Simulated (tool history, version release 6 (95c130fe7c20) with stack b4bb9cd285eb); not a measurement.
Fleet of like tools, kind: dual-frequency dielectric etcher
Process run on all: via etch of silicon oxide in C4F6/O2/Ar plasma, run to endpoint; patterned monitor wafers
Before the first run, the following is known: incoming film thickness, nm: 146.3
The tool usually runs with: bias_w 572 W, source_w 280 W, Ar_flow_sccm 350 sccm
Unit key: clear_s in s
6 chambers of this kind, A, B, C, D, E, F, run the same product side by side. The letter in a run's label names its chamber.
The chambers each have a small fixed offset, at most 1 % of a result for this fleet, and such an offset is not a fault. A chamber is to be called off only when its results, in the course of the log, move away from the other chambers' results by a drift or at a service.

run   hour  bias_w  source_w  Ar_flow_sccm  clear_s
 1D   10.8     572       280           350   35.126
 2C     22     572       280           350   35.136
 3F   34.1     572       280           350   35.609
 4A   40.7     572       280           350    34.95
 5B     47     572       280           350   35.717
 6E     60     572       280           350   35.521
 7F   74.2     572       280           350   35.925
 8B   86.5     572       280           350   35.183
 9D   96.7     572       340           350   32.822
10A  104.7     572       340           350   33.031
11E  111.8     572       340           350   33.559
12C  122.1     572       340           350   32.656
13E  130.5     572       340           350    32.94
14C  143.9     572       340           350    33.08
15B  152.4     572       280           350   34.984
     163.8  -- chamber E: wet clean of the chamber
16F  164.4     572       280           350   35.809
17D  177.1     572       280           350   35.592
18A  187.9     572       280           350    35.91
     196.4  -- chamber E: bias power generator calibrated
19B  200.4     572       280           350   35.549
     201.2  -- chamber B: wet clean of the chamber
20D  213.5     572       280           350   35.027
21C    228     572       280           350   35.091
22E  241.4     572       280           350   35.313
     249.1  -- chamber A: wet clean of the chamber
23A  255.5     572       280           350   34.954
24F  269.2     572       280           350   35.684
25C    280     572       280           350   34.066
26E  286.3     572       280           350   35.037
27A  300.4     572       280           350   35.294
     304.8  -- chamber F: wet clean of the chamber
28D  307.8     572       280           350   35.282
     317.5  -- chamber E: source power generator calibrated
       320  -- chamber D: wet clean of the chamber
29F  322.2     572       280           350   35.671
30B  330.6     572       280           350   35.342
     333.5  -- chamber C: bias power generator calibrated
31E    341     518       280           408   37.496
32B    354     518       280           408   37.748
33A  362.4     518       280           408    37.39
34F  374.7     518       280           408   37.569
35C  385.9     518       280           408   36.201
36D  397.1     518       280           408   37.044
     410.5  -- chamber B: source power generator calibrated
37B  411.3     499       280           390    37.88
38D  418.2     499       280           390   38.207
39A  432.7     499       280           390   37.621
40C  441.6     499       280           390   36.077
41F  448.8     499       280           390   38.078
42E  455.8     499       280           390   38.324
43F  469.8     572       280           350   35.686

Read the log: is a single chamber off, either drifting away or since a service, is the gauge that measures every chamber drifting, or is nothing wrong beyond small per-chamber offsets? Name any odd chamber and what most likely caused it.

It is chamber C that slowly wanders off from its peers.
What lies behind it: etch rate over this chamber's usual, % = 5.29.

Chamber C could run next with any of the 4 candidate recipes listed below; each alters the usual settings, and their results appear as question marks. Which one brings its results back in line with what the other chambers deliver on the usual settings?
In line here means within this much of the mean the other chambers give on the usual settings: clear_s 0.95 s
44C-1  480.2     530       260           358        ?
44C-2  480.2     434       280           350        ?
44C-3  480.2     614       300           342        ?
44C-4  480.2     572       370           350        ?

Usual-settings mean across the other chambers: clear_s 35.518 s
  run  clear_s
44C-1   35.569
44C-2   37.217
44C-3   31.726
44C-4   30.259
It is 44C-1 that realigns the chamber with its peers.
